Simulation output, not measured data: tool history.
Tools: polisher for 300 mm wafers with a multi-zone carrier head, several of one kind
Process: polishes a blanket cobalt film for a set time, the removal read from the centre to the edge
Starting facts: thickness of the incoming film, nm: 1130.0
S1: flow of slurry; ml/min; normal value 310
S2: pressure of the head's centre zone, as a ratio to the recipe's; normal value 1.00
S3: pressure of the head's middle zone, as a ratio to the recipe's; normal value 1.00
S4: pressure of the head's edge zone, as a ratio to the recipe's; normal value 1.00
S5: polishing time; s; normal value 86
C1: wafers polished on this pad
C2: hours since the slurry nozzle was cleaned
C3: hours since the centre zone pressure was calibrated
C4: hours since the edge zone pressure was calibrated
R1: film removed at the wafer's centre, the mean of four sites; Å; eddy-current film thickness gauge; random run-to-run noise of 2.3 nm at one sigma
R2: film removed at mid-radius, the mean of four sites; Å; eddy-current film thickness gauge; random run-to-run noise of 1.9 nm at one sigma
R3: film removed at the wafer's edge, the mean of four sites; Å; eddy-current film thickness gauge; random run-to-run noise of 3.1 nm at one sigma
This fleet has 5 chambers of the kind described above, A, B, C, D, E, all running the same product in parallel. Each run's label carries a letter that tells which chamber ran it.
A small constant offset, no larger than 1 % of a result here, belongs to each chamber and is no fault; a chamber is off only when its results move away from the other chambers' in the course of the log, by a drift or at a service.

{"run": "1A", "day": 0.225, "S1": 310, "S2": 1.0, "S3": 1.0, "S4": 1.0, "S5": 86, "C1": 675, "C2": 89.8, "C3": 1461.9, "C4": 8.0, "R1": 2360.1, "R2": 2395.4, "R3": 2322.6}
{"day": 0.346, "done": "chamber B: worn pad replaced by a new one"}
{"day": 0.371, "done": "chamber B: slurry nozzle cleaned"}
{"run": "2B", "day": 0.454, "S1": 310, "S2": 1.0, "S3": 1.0, "S4": 1.0, "S5": 86, "C1": 19, "C2": 2.0, "C3": 409.9, "C4": 686.6, "R1": 2442.5, "R2": 2393.3, "R3": 2406.4}
{"day": 0.688, "done": "chamber C: worn pad replaced by a new one"}
{"run": "3C", "day": 0.704, "S1": 310, "S2": 1.0, "S3": 1.0, "S4": 1.0, "S5": 86, "C1": 2, "C2": 31.9, "C3": 576.2, "C4": 620.7, "R1": 2382.5, "R2": 2393.8, "R3": 2366.8}
{"run": "4D", "day": 0.921, "S1": 310, "S2": 1.0, "S3": 1.0, "S4": 1.0, "S5": 86, "C1": 466, "C2": 261.3, "C3": 418.4, "C4": 585.8, "R1": 2446.8, "R2": 2374.1, "R3": 2368.4}
{"run": "5E", "day": 1.138, "S1": 310, "S2": 1.0, "S3": 1.0, "S4": 0.94, "S5": 86, "C1": 925, "C2": 83.7, "C3": 350.9, "C4": 213.5, "R1": 2412.8, "R2": 2390.7, "R3": 2345.0}
{"run": "6D", "day": 1.312, "S1": 310, "S2": 1.0, "S3": 1.0, "S4": 0.94, "S5": 86, "C1": 534, "C2": 270.7, "C3": 427.8, "C4": 595.2, "R1": 2385.4, "R2": 2382.7, "R3": 2316.1}
{"run": "7E", "day": 1.446, "S1": 310, "S2": 1.0, "S3": 1.0, "S4": 0.94, "S5": 86, "C1": 979, "C2": 91.1, "C3": 358.3, "C4": 220.9, "R1": 2404.9, "R2": 2369.7, "R3": 2327.0}
{"run": "8B", "day": 1.579, "S1": 310, "S2": 1.0, "S3": 1.0, "S4": 0.94, "S5": 86, "C1": 215, "C2": 29.0, "C3": 436.9, "C4": 713.6, "R1": 2414.1, "R2": 2392.6, "R3": 2303.7}
{"run": "9C", "day": 1.779, "S1": 310, "S2": 1.0, "S3": 1.0, "S4": 0.94, "S5": 86, "C1": 189, "C2": 57.7, "C3": 602.0, "C4": 646.5, "R1": 2383.3, "R2": 2393.0, "R3": 2285.6}
{"run": "10A", "day": 2.012, "S1": 310, "S2": 1.0, "S3": 1.0, "S4": 1.0, "S5": 68, "C1": 986, "C2": 132.7, "C3": 1504.8, "C4": 50.9, "R1": 1880.3, "R2": 1886.8, "R3": 1921.1}
{"run": "11B", "day": 2.125, "S1": 310, "S2": 1.0, "S3": 1.0, "S4": 1.0, "S5": 68, "C1": 310, "C2": 42.1, "C3": 450.0, "C4": 726.7, "R1": 1886.4, "R2": 1846.4, "R3": 1917.9}
{"run": "12C", "day": 2.342, "S1": 310, "S2": 1.0, "S3": 1.0, "S4": 1.0, "S5": 68, "C1": 287, "C2": 71.2, "C3": 615.5, "C4": 660.0, "R1": 1860.1, "R2": 1875.4, "R3": 1852.4}
{"run": "13A", "day": 2.508, "S1": 310, "S2": 1.0, "S3": 1.0, "S4": 1.0, "S5": 68, "C1": 1072, "C2": 144.6, "C3": 1516.7, "C4": 62.8, "R1": 1883.1, "R2": 1886.6, "R3": 1910.5}
{"run": "14E", "day": 2.692, "S1": 310, "S2": 1.0, "S3": 1.0, "S4": 1.0, "S5": 68, "C1": 1196, "C2": 121.0, "C3": 388.2, "C4": 250.8, "R1": 1929.2, "R2": 1880.9, "R3": 1897.3}
{"run": "15D", "day": 2.821, "S1": 310, "S2": 1.0, "S3": 1.0, "S4": 1.0, "S5": 86, "C1": 797, "C2": 306.9, "C3": 464.0, "C4": 631.4, "R1": 2399.8, "R2": 2383.7, "R3": 2400.6}
{"run": "16B", "day": 2.983, "S1": 310, "S2": 1.0, "S3": 1.0, "S4": 1.0, "S5": 86, "C1": 459, "C2": 62.7, "C3": 470.6, "C4": 747.3, "R1": 2400.4, "R2": 2414.4, "R3": 2404.8}
{"run": "17D", "day": 3.1, "S1": 310, "S2": 1.0, "S3": 1.0, "S4": 1.0, "S5": 86, "C1": 845, "C2": 313.6, "C3": 470.7, "C4": 638.1, "R1": 2424.3, "R2": 2405.3, "R3": 2412.4}
{"run": "18C", "day": 3.283, "S1": 310, "S2": 1.0, "S3": 1.0, "S4": 1.0, "S5": 86, "C1": 451, "C2": 93.8, "C3": 638.1, "C4": 682.6, "R1": 2409.0, "R2": 2357.2, "R3": 2342.7}
{"run": "19A", "day": 3.5, "S1": 310, "S2": 1.0, "S3": 1.0, "S4": 1.0, "S5": 86, "C1": 1245, "C2": 168.4, "C3": 1540.5, "C4": 86.6, "R1": 2320.0, "R2": 2435.5, "R3": 2373.0}
{"day": 3.621, "done": "chamber A: centre zone pressure recalibrated"}
{"run": "20E", "day": 3.746, "S1": 210, "S2": 1.08, "S3": 1.0, "S4": 1.0, "S5": 86, "C1": 1379, "C2": 146.3, "C3": 413.5, "C4": 276.1, "R1": 2507.7, "R2": 2314.8, "R3": 2327.6}
{"run": "21C", "day": 3.958, "S1": 210, "S2": 1.08, "S3": 1.0, "S4": 1.0, "S5": 86, "C1": 568, "C2": 110.0, "C3": 654.3, "C4": 698.8, "R1": 2475.3, "R2": 2272.8, "R3": 2253.3}
{"day": 4.104, "done": "chamber A: worn pad replaced by a new one"}
{"run": "22A", "day": 4.104, "S1": 210, "S2": 1.08, "S3": 1.0, "S4": 1.0, "S5": 86, "C1": 0, "C2": 182.9, "C3": 11.7, "C4": 101.1, "R1": 2287.3, "R2": 2304.1, "R3": 2255.2}
{"run": "23B", "day": 4.288, "S1": 210, "S2": 1.08, "S3": 1.0, "S4": 1.0, "S5": 86, "C1": 686, "C2": 94.0, "C3": 501.9, "C4": 778.6, "R1": 2524.6, "R2": 2297.1, "R3": 2306.0}
{"run": "24D", "day": 4.446, "S1": 210, "S2": 1.08, "S3": 1.0, "S4": 1.0, "S5": 86, "C1": 1079, "C2": 345.9, "C3": 503.0, "C4": 670.4, "R1": 2473.1, "R2": 2252.0, "R3": 2336.3}
{"day": 4.558, "done": "chamber E: worn pad replaced by a new one"}
{"run": "25E", "day": 4.621, "S1": 310, "S2": 1.0, "S3": 1.0, "S4": 1.0, "S5": 86, "C1": 10, "C2": 167.3, "C3": 434.5, "C4": 297.1, "R1": 2390.9, "R2": 2381.6, "R3": 2383.0}
{"run": "26A", "day": 4.808, "S1": 310, "S2": 1.0, "S3": 1.0, "S4": 1.0, "S5": 86, "C1": 122, "C2": 199.8, "C3": 28.6, "C4": 118.0, "R1": 2249.6, "R2": 2388.1, "R3": 2347.2}
{"day": 4.888, "done": "chamber C: worn pad replaced by a new one"}
{"day": 5.033, "done": "chamber A: slurry nozzle cleaned"}
{"run": "27E", "day": 5.046, "S1": 310, "S2": 1.0, "S3": 0.94, "S4": 1.0, "S5": 86, "C1": 84, "C2": 177.5, "C3": 444.7, "C4": 307.3, "R1": 2408.1, "R2": 2300.6, "R3": 2429.3}
{"day": 5.254, "done": "chamber D: worn pad replaced by a new one"}
{"run": "28C", "day": 5.283, "S1": 310, "S2": 1.0, "S3": 0.94, "S4": 1.0, "S5": 86, "C1": 69, "C2": 141.8, "C3": 686.1, "C4": 730.6, "R1": 2336.7, "R2": 2249.2, "R3": 2381.5}
{"run": "29B", "day": 5.488, "S1": 310, "S2": 1.0, "S3": 0.94, "S4": 1.0, "S5": 86, "C1": 895, "C2": 122.8, "C3": 530.7, "C4": 807.4, "R1": 2359.9, "R2": 2250.8, "R3": 2379.0}
{"run": "30D", "day": 5.638, "S1": 310, "S2": 1.0, "S3": 0.94, "S4": 1.0, "S5": 86, "C1": 67, "C2": 374.5, "C3": 531.6, "C4": 699.0, "R1": 2432.8, "R2": 2251.3, "R3": 2435.7}
{"run": "31C", "day": 5.821, "S1": 310, "S2": 1.0, "S3": 0.94, "S4": 1.0, "S5": 86, "C1": 162, "C2": 154.7, "C3": 699.0, "C4": 743.5, "R1": 2425.1, "R2": 2282.2, "R3": 2370.0}
{"run": "32A", "day": 6.025, "S1": 310, "S2": 1.0, "S3": 1.0, "S4": 1.0, "S5": 86, "C1": 334, "C2": 23.9, "C3": 57.8, "C4": 147.2, "R1": 2206.3, "R2": 2405.7, "R3": 2363.4}
{"run": "33D", "day": 6.212, "S1": 310, "S2": 1.0, "S3": 1.0, "S4": 1.0, "S5": 86, "C1": 167, "C2": 388.3, "C3": 545.4, "C4": 712.8, "R1": 2398.6, "R2": 2387.5, "R3": 2408.7}
{"run": "34E", "day": 6.329, "S1": 310, "S2": 1.0, "S3": 1.0, "S4": 1.0, "S5": 86, "C1": 308, "C2": 208.3, "C3": 475.5, "C4": 338.1, "R1": 2414.8, "R2": 2423.3, "R3": 2462.3}
{"run": "35B", "day": 6.446, "S1": 310, "S2": 1.0, "S3": 1.0, "S4": 1.0, "S5": 86, "C1": 1061, "C2": 145.8, "C3": 553.7, "C4": 830.4, "R1": 2391.4, "R2": 2390.1, "R3": 2396.2}
{"run": "36C", "day": 6.567, "S1": 310, "S2": 1.0, "S3": 1.0, "S4": 1.0, "S5": 86, "C1": 292, "C2": 172.6, "C3": 716.9, "C4": 761.4, "R1": 2359.3, "R2": 2410.5, "R3": 2360.0}
{"run": "37E", "day": 6.8, "S1": 310, "S2": 1.0, "S3": 1.0, "S4": 1.0, "S5": 86, "C1": 389, "C2": 219.6, "C3": 486.8, "C4": 349.4, "R1": 2414.3, "R2": 2434.4, "R3": 2389.3}

Is one chamber out of step, is the gauge drifting, or do the chambers differ by no more than their own small offsets? For an off chamber, give its letter and the likeliest cause.

Chamber A came out of a service off from its peers and stayed that way.
Most likely cause: centre zone's pressure below its setpoint, % = 6.09.

Chamber A could run next with any of the 4 candidate recipes listed below; each alters the usual settings, and their results appear as question marks. Which one brings its results back in line with what the other chambers deliver on the usual settings?
In line means no further than this from the other chambers' mean on the usual settings: R1 79.0 Å; R2 67.0 Å; R3 110.0 Å
{"run": "38A-1", "day": 6.979, "S1": 305, "S2": 0.94, "S3": 1.02, "S4": 1.01, "S5": 85, "R1": "?", "R2": "?", "R3": "?"}
{"run": "38A-2", "day": 6.979, "S1": 310, "S2": 1.01, "S3": 1.0, "S4": 1.0, "S5": 86, "R1": "?", "R2": "?", "R3": "?"}
{"run": "38A-3", "day": 6.979, "S1": 315, "S2": 1.06, "S3": 0.98, "S4": 0.99, "S5": 87, "R1": "?", "R2": "?", "R3": "?"}
{"run": "38A-4", "day": 6.979, "S1": 310, "S2": 0.99, "S3": 1.0, "S4": 1.0, "S5": 86, "R1": "?", "R2": "?", "R3": "?"}

Other chambers, usual settings, mean: R1 2399.8 Å; R2 2385.0 Å; R3 2384.9 Å
run=38A-1 R1=2037.7 R2=2402.7 R3=2331.6
run=38A-2 R1=2236.7 R2=2390.0 R3=2350.3
run=38A-3 R1=2390.4 R2=2376.3 R3=2368.7
run=38A-4 R1=2187.6 R2=2390.2 R3=2350.3
It is 38A-3 that realigns the chamber with its peers.

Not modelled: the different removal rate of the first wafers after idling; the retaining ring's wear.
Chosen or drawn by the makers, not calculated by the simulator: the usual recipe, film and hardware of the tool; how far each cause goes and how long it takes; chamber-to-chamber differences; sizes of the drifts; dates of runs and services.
